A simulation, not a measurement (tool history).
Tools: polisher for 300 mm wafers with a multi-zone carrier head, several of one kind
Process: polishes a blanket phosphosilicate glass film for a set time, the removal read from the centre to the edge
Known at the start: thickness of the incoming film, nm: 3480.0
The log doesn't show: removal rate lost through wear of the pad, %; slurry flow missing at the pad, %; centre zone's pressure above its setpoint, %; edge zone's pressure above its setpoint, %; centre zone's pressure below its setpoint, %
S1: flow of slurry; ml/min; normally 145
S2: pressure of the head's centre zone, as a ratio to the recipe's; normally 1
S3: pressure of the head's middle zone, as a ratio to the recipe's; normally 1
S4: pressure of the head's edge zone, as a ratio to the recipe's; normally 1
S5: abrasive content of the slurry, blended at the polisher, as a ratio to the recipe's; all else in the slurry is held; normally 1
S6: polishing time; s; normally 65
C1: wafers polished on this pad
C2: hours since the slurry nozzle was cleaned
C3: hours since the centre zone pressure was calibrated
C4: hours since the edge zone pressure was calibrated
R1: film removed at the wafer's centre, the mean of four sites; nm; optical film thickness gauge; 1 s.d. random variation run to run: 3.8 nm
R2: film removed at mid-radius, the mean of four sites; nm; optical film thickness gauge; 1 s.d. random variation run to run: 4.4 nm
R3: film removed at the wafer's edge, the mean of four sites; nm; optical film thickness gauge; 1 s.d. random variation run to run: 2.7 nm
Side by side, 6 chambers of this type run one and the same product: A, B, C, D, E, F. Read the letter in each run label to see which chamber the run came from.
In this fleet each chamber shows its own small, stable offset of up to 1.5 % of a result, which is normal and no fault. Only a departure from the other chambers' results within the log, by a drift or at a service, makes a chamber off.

| run | hour | S1 | S2 | S3 | S4 | S5 | S6 | C1 | C2 | C3 | C4 | R1 | R2 | R3 |
|---|---|---|---|---|---|---|---|---|---|---|---|---|---|---|
| 1D | 12.6 | 145 | 1 | 1 | 1 | 1 | 65 | 710 | 388 | 388.2 | 670.3 | 401.72 | 402.18 | 407.12 |
|  | 21.7 | chamber A: worn pad replaced by a new one |
| 2A | 26.4 | 145 | 1 | 1 | 1 | 1 | 65 | 56 | 152.6 | 485.8 | 58.4 | 399.1 | 402.84 | 406.87 |
|  | 26.6 | chamber C: worn pad replaced by a new one |
|  | 34.8 | chamber F: worn pad replaced by a new one |
|  | 36.4 | chamber E: slurry nozzle cleaned |
|  | 38.8 | chamber C: slurry nozzle cleaned |
|  | 39.1 | chamber B: worn pad replaced by a new one |
| 3F | 39.6 | 145 | 1 | 1 | 1 | 1 | 65 | 57 | 454 | 1064.9 | 315.3 | 403.01 | 404.93 | 401.71 |
| 4E | 53.5 | 145 | 1 | 1 | 1 | 1 | 65 | 1236 | 17.1 | 780.2 | 499.8 | 400.59 | 398.89 | 402.07 |
|  | 58.1 | chamber B: centre zone pressure recalibrated |
| 5B | 60.8 | 145 | 1 | 1 | 1 | 1 | 65 | 259 | 419.6 | 2.8 | 300.6 | 402.18 | 396.59 | 399.65 |
|  | 62.3 | chamber E: worn pad replaced by a new one |
|  | 67.7 | chamber D: worn pad replaced by a new one |
| 6C | 69.7 | 145 | 1 | 1 | 1 | 1 | 65 | 513 | 31 | 221.1 | 153.4 | 397.82 | 407.55 | 405.89 |
| 7B | 78.7 | 110 | 1.11 | 1 | 1 | 1 | 65 | 471 | 437.5 | 20.7 | 318.5 | 415.92 | 368.34 | 383.29 |
| 8D | 88.6 | 110 | 1.11 | 1 | 1 | 1 | 65 | 248 | 464 | 464.2 | 746.3 | 419.91 | 378.85 | 390.35 |
| 9F | 96.2 | 110 | 1.11 | 1 | 1 | 1 | 65 | 731 | 510.6 | 1121.5 | 371.9 | 420.72 | 371.14 | 383.75 |
| 10A | 105.1 | 110 | 1.11 | 1 | 1 | 1 | 65 | 992 | 231.3 | 564.5 | 137.1 | 410.02 | 382.94 | 384.19 |
|  | 106.4 | chamber C: worn pad replaced by a new one |
| 11E | 112.5 | 110 | 1.11 | 1 | 1 | 1 | 65 | 597 | 76.1 | 839.2 | 558.8 | 412.57 | 382.71 | 386.14 |
|  | 114.5 | chamber B: worn pad replaced by a new one |
|  | 118.2 | chamber A: worn pad replaced by a new one |
|  | 119.4 | chamber F: worn pad replaced by a new one |
| 12C | 127.6 | 110 | 1.11 | 1 | 1 | 1 | 65 | 252 | 88.9 | 279 | 211.3 | 423.88 | 381.53 | 394.38 |
| 13C | 142.3 | 145 | 1 | 1 | 1 | 1 | 65 | 427 | 103.6 | 293.7 | 226 | 398.37 | 400.16 | 407.93 |
|  | 145.2 | chamber E: centre zone pressure recalibrated |
| 14E | 149.5 | 145 | 1 | 1 | 1 | 1 | 65 | 1037 | 113.1 | 4.4 | 595.8 | 394.64 | 394.24 | 399.49 |
|  | 154.8 | chamber E: worn pad replaced by a new one |
| 15D | 161 | 145 | 1 | 1 | 1 | 1 | 65 | 1109 | 536.4 | 536.6 | 818.7 | 401.25 | 398.48 | 407.21 |
|  | 173.4 | chamber C: worn pad replaced by a new one |
| 16F | 174.6 | 145 | 1 | 1 | 1 | 1 | 65 | 657 | 589 | 1199.9 | 450.3 | 403.87 | 403 | 401.52 |
|  | 182.3 | chamber D: worn pad replaced by a new one |
| 17A | 182.9 | 145 | 1 | 1 | 1 | 1 | 65 | 770 | 309.1 | 642.3 | 214.9 | 405.12 | 402 | 396.86 |
|  | 183.6 | chamber B: worn pad replaced by a new one |
|  | 189.3 | chamber F: centre zone pressure recalibrated |
| 18B | 189.7 | 145 | 1 | 1 | 1 | 1 | 65 | 73 | 548.5 | 131.7 | 429.5 | 405.63 | 386.32 | 397.28 |
|  | 193.8 | chamber F: worn pad replaced by a new one |
| 19E | 204.7 | 145 | 1 | 1 | 1 | 1 | 65 | 593 | 168.3 | 59.6 | 651 | 396.43 | 404.14 | 403.43 |
| 20B | 218.7 | 145 | 1 | 1 | 1 | 1 | 65 | 418 | 577.5 | 160.7 | 458.5 | 398.64 | 390.16 | 393.76 |
|  | 225 | chamber A: worn pad replaced by a new one |
| 21C | 232.4 | 145 | 1 | 1 | 1 | 1 | 65 | 702 | 193.7 | 383.8 | 316.1 | 402.63 | 397.29 | 405.03 |
|  | 234.2 | chamber E: edge zone pressure recalibrated |
| 22D | 245.6 | 145 | 1 | 1 | 1 | 1 | 65 | 753 | 621 | 621.2 | 903.3 | 398.84 | 398.87 | 400.2 |
|  | 246.1 | chamber D: slurry nozzle cleaned |
|  | 249.4 | chamber C: worn pad replaced by a new one |
|  | 252.1 | chamber C: edge zone pressure recalibrated |
| 23F | 253.1 | 145 | 1 | 1 | 1 | 1 | 65 | 705 | 667.5 | 63.8 | 528.8 | 352.85 | 396.56 | 406.08 |
|  | 261.4 | chamber E: worn pad replaced by a new one |
| 24A | 261.7 | 145 | 1 | 1 | 1 | 1 | 65 | 436 | 387.9 | 721.1 | 293.7 | 397.61 | 408.33 | 406.16 |
|  | 267.5 | chamber B: worn pad replaced by a new one |
| 25C | 268.4 | 145 | 1 | 1 | 1 | 1 | 65 | 226 | 229.7 | 419.8 | 16.3 | 398.46 | 391.47 | 406.5 |
|  | 274.2 | chamber F: worn pad replaced by a new one |
|  | 276.7 | chamber D: worn pad replaced by a new one |
| 26F | 277.5 | 145 | 1 | 1 | 1 | 1 | 65 | 40 | 691.9 | 88.2 | 553.2 | 356.65 | 395.04 | 399.63 |
|  | 284.3 | chamber C: slurry nozzle cleaned |
| 27B | 284.3 | 180 | 1 | 1 | 1 | 0.9 | 65 | 200 | 643.1 | 226.3 | 524.1 | 397.03 | 391.93 | 394.89 |
| 28E | 294.8 | 180 | 1 | 1 | 1 | 0.9 | 65 | 397 | 258.4 | 149.7 | 60.6 | 393.29 | 397.26 | 394.31 |
|  | 296.3 | chamber F: slurry nozzle cleaned |
|  | 298.3 | chamber F: edge zone pressure recalibrated |
| 29D | 304 | 180 | 1 | 1 | 1 | 0.9 | 65 | 325 | 58 | 679.6 | 961.7 | 402.54 | 403.24 | 394.56 |
|  | 310.4 | chamber A: centre zone pressure recalibrated |
| 30A | 312.3 | 180 | 1 | 1 | 1 | 0.9 | 65 | 1038 | 438.5 | 2 | 344.3 | 395.94 | 400.2 | 392.48 |
|  | 318.1 | chamber E: slurry nozzle cleaned |
|  | 319.6 | chamber A: worn pad replaced by a new one |
| 31C | 319.7 | 180 | 1 | 1 | 1 | 0.9 | 65 | 836 | 35.5 | 471.1 | 67.6 | 392.26 | 395.56 | 396.12 |
| 32B | 327.3 | 180 | 1 | 1 | 1 | 0.9 | 65 | 711 | 686.1 | 269.3 | 567.1 | 396.56 | 403.48 | 391.78 |
| 33A | 336.6 | 145 | 1 | 1 | 1 | 1 | 65 | 202 | 462.8 | 26.3 | 368.6 | 395.11 | 398.28 | 403.99 |
|  | 346.9 | chamber B: slurry nozzle cleaned |
| 34F | 347.2 | 145 | 1 | 1 | 1 | 1 | 65 | 869 | 51 | 157.9 | 49 | 354.62 | 401.2 | 404.75 |
|  | 353.6 | chamber B: worn pad replaced by a new one |
| 35E | 356.3 | 145 | 1 | 1 | 1 | 1 | 65 | 1128 | 38.2 | 211.2 | 122.1 | 398.01 | 405.13 | 400.64 |
| 36D | 363.6 | 145 | 1 | 1 | 1 | 1 | 65 | 1034 | 117.6 | 739.2 | 1021.3 | 408.35 | 401.48 | 400.6 |
| 37B | 374.9 | 145 | 1 | 1 | 1 | 1 | 65 | 253 | 28.1 | 316.9 | 614.7 | 398.28 | 397.62 | 404.86 |

All chambers now run identical settings, listed one chamber a line with results as question marks. What results will each chamber show?
| 38A | 385.8 | 145 | 1 | 1 | 1 | 1 | 65 |  |  |  |  | ? | ? | ? |
| 38B | 385.8 | 145 | 1 | 1 | 1 | 1 | 65 |  |  |  |  | ? | ? | ? |
| 38C | 385.8 | 145 | 1 | 1 | 1 | 1 | 65 |  |  |  |  | ? | ? | ? |
| 38D | 385.8 | 145 | 1 | 1 | 1 | 1 | 65 |  |  |  |  | ? | ? | ? |
| 38E | 385.8 | 145 | 1 | 1 | 1 | 1 | 65 |  |  |  |  | ? | ? | ? |
| 38F | 385.8 | 145 | 1 | 1 | 1 | 1 | 65 |  |  |  |  | ? | ? | ? |

| run | R1 | R2 | R3 |
|---|---|---|---|
| 38A | 397.4 | 400.91 | 404.16 |
| 38B | 401.22 | 399.76 | 397.88 |
| 38C | 398.97 | 402.3 | 412.65 |
| 38D | 406.19 | 400.72 | 404.46 |
| 38E | 404.23 | 406.67 | 404.74 |
| 38F | 358.38 | 400.47 | 404.36 |
